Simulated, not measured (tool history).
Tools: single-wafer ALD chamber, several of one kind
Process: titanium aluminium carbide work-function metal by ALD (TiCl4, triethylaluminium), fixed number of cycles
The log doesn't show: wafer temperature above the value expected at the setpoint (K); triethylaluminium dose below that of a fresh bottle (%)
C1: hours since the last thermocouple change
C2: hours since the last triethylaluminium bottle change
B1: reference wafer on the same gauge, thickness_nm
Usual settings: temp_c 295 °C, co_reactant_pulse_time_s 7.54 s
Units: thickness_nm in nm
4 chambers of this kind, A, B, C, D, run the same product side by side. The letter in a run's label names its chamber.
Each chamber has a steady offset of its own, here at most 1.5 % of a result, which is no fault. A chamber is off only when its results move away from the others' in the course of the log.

run 1C hour=8.0 | temp_c=295 co_reactant_pulse_time_s=7.54 | C1=926.2 C2=183.0 | B1=1.5198 | thickness_nm=1.8786
run 2B hour=14.4 | temp_c=295 co_reactant_pulse_time_s=7.54 | C1=819.5 C2=120.5 | B1=1.5209 | thickness_nm=1.8479
-- hour=15.1 chamber C: thermocouple changed; heater temperature recalibrated
run 3A hour=20.4 | temp_c=295 co_reactant_pulse_time_s=7.54 | C1=1049.1 C2=793.9 | B1=1.5222 | thickness_nm=1.8768
run 4D hour=27.4 | temp_c=295 co_reactant_pulse_time_s=7.54 | C1=168.5 C2=869.8 | B1=1.5183 | thickness_nm=1.8789
run 5A hour=32.9 | temp_c=295 co_reactant_pulse_time_s=7.54 | C1=1061.6 C2=806.4 | B1=1.5189 | thickness_nm=1.8952
run 6D hour=40.6 | temp_c=295 co_reactant_pulse_time_s=7.54 | C1=181.7 C2=883.0 | B1=1.5207 | thickness_nm=1.8841
run 7B hour=44.3 | temp_c=295 co_reactant_pulse_time_s=7.54 | C1=849.4 C2=150.4 | B1=1.5205 | thickness_nm=1.8633
run 8C hour=49.4 | temp_c=295 co_reactant_pulse_time_s=7.54 | C1=34.4 C2=224.4 | B1=1.5191 | thickness_nm=1.8493
run 9C hour=53.2 | temp_c=295 co_reactant_pulse_time_s=7.54 | C1=38.2 C2=228.2 | B1=1.5207 | thickness_nm=1.8854
-- hour=53.9 chamber A: triethylaluminium bottle replaced
run 10D hour=58.6 | temp_c=295 co_reactant_pulse_time_s=7.54 | C1=199.7 C2=901.0 | B1=1.5185 | thickness_nm=1.8645
run 11B hour=63.2 | temp_c=295 co_reactant_pulse_time_s=7.54 | C1=868.3 C2=169.3 | B1=1.5191 | thickness_nm=1.8576
run 12A hour=67.1 | temp_c=306 co_reactant_pulse_time_s=5.75 | C1=1095.8 C2=13.3 | B1=1.5182 | thickness_nm=1.8494
run 13C hour=72.1 | temp_c=306 co_reactant_pulse_time_s=5.75 | C1=57.1 C2=247.1 | B1=1.5220 | thickness_nm=1.8201
run 14A hour=79.7 | temp_c=306 co_reactant_pulse_time_s=5.75 | C1=1108.4 C2=25.9 | B1=1.5196 | thickness_nm=1.8482
run 15B hour=87.0 | temp_c=306 co_reactant_pulse_time_s=5.75 | C1=892.1 C2=193.1 | B1=1.5185 | thickness_nm=1.8199
run 16D hour=92.9 | temp_c=295 co_reactant_pulse_time_s=7.54 | C1=234.0 C2=935.3 | B1=1.5191 | thickness_nm=1.8933
run 17B hour=97.6 | temp_c=295 co_reactant_pulse_time_s=7.54 | C1=902.7 C2=203.7 | B1=1.5188 | thickness_nm=1.8722
run 18D hour=105.6 | temp_c=295 co_reactant_pulse_time_s=7.54 | C1=246.7 C2=948.0 | B1=1.5194 | thickness_nm=1.8917
run 19A hour=109.2 | temp_c=295 co_reactant_pulse_time_s=7.54 | C1=1137.9 C2=55.4 | B1=1.5195 | thickness_nm=1.8885
run 20C hour=115.6 | temp_c=295 co_reactant_pulse_time_s=7.54 | C1=100.6 C2=290.6 | B1=1.5202 | thickness_nm=1.8162
run 21D hour=120.8 | temp_c=281 co_reactant_pulse_time_s=8.58 | C1=261.9 C2=963.2 | B1=1.5204 | thickness_nm=1.8087
run 22B hour=125.4 | temp_c=281 co_reactant_pulse_time_s=8.58 | C1=930.5 C2=231.5 | B1=1.5206 | thickness_nm=1.7834
run 23A hour=130.9 | temp_c=281 co_reactant_pulse_time_s=8.58 | C1=1159.6 C2=77.1 | B1=1.5213 | thickness_nm=1.8093
run 24C hour=138.8 | temp_c=281 co_reactant_pulse_time_s=8.58 | C1=123.8 C2=313.8 | B1=1.5210 | thickness_nm=1.7380
run 25A hour=142.6 | temp_c=295 co_reactant_pulse_time_s=7.54 | C1=1171.3 C2=88.8 | B1=1.5211 | thickness_nm=1.8830
run 26B hour=148.5 | temp_c=295 co_reactant_pulse_time_s=7.54 | C1=953.6 C2=254.6 | B1=1.5191 | thickness_nm=1.8671
run 27C hour=154.5 | temp_c=295 co_reactant_pulse_time_s=7.54 | C1=139.5 C2=329.5 | B1=1.5208 | thickness_nm=1.7796
run 28D hour=161.4 | temp_c=295 co_reactant_pulse_time_s=7.54 | C1=302.5 C2=1003.8 | B1=1.5203 | thickness_nm=1.8820
run 29D hour=166.1 | temp_c=295 co_reactant_pulse_time_s=7.54 | C1=307.2 C2=1008.5 | B1=1.5206 | thickness_nm=1.9007
run 30B hour=172.9 | temp_c=295 co_reactant_pulse_time_s=7.54 | C1=978.0 C2=279.0 | B1=1.5215 | thickness_nm=1.8580
run 31C hour=177.2 | temp_c=295 co_reactant_pulse_time_s=7.54 | C1=162.2 C2=352.2 | B1=1.5188 | thickness_nm=1.7596

What goes on in this fleet: one chamber off, a drifting gauge, or nothing beyond the chambers' own small offsets? Name the chamber and the cause, if any.

Chamber C drifts away from the others.
Cause: triethylaluminium dose below that of a fresh bottle (%) = 21.2.

Here are 4 candidates for chamber C's next run, each the usual settings with a change, their results left as question marks. Which one brings its results back in line with what the others give on the usual settings?
In line means no further than this from the other chambers' mean on the usual settings: thickness_nm 0.0330 nm
run 32C-1 hour=183.0 | temp_c=304 co_reactant_pulse_time_s=10.89 | thickness_nm=?
run 32C-2 hour=183.0 | temp_c=295 co_reactant_pulse_time_s=9.57 | thickness_nm=?
run 32C-3 hour=183.0 | temp_c=279 co_reactant_pulse_time_s=7.54 | thickness_nm=?
run 32C-4 hour=183.0 | temp_c=290 co_reactant_pulse_time_s=5.72 | thickness_nm=?

The other chambers' mean on the usual settings: thickness_nm 1.8783 nm
run=32C-1 thickness_nm=1.9876
run=32C-2 thickness_nm=1.8658
run=32C-3 thickness_nm=1.6309
run=32C-4 thickness_nm=1.5492
32C-2 brings the chamber back in line.
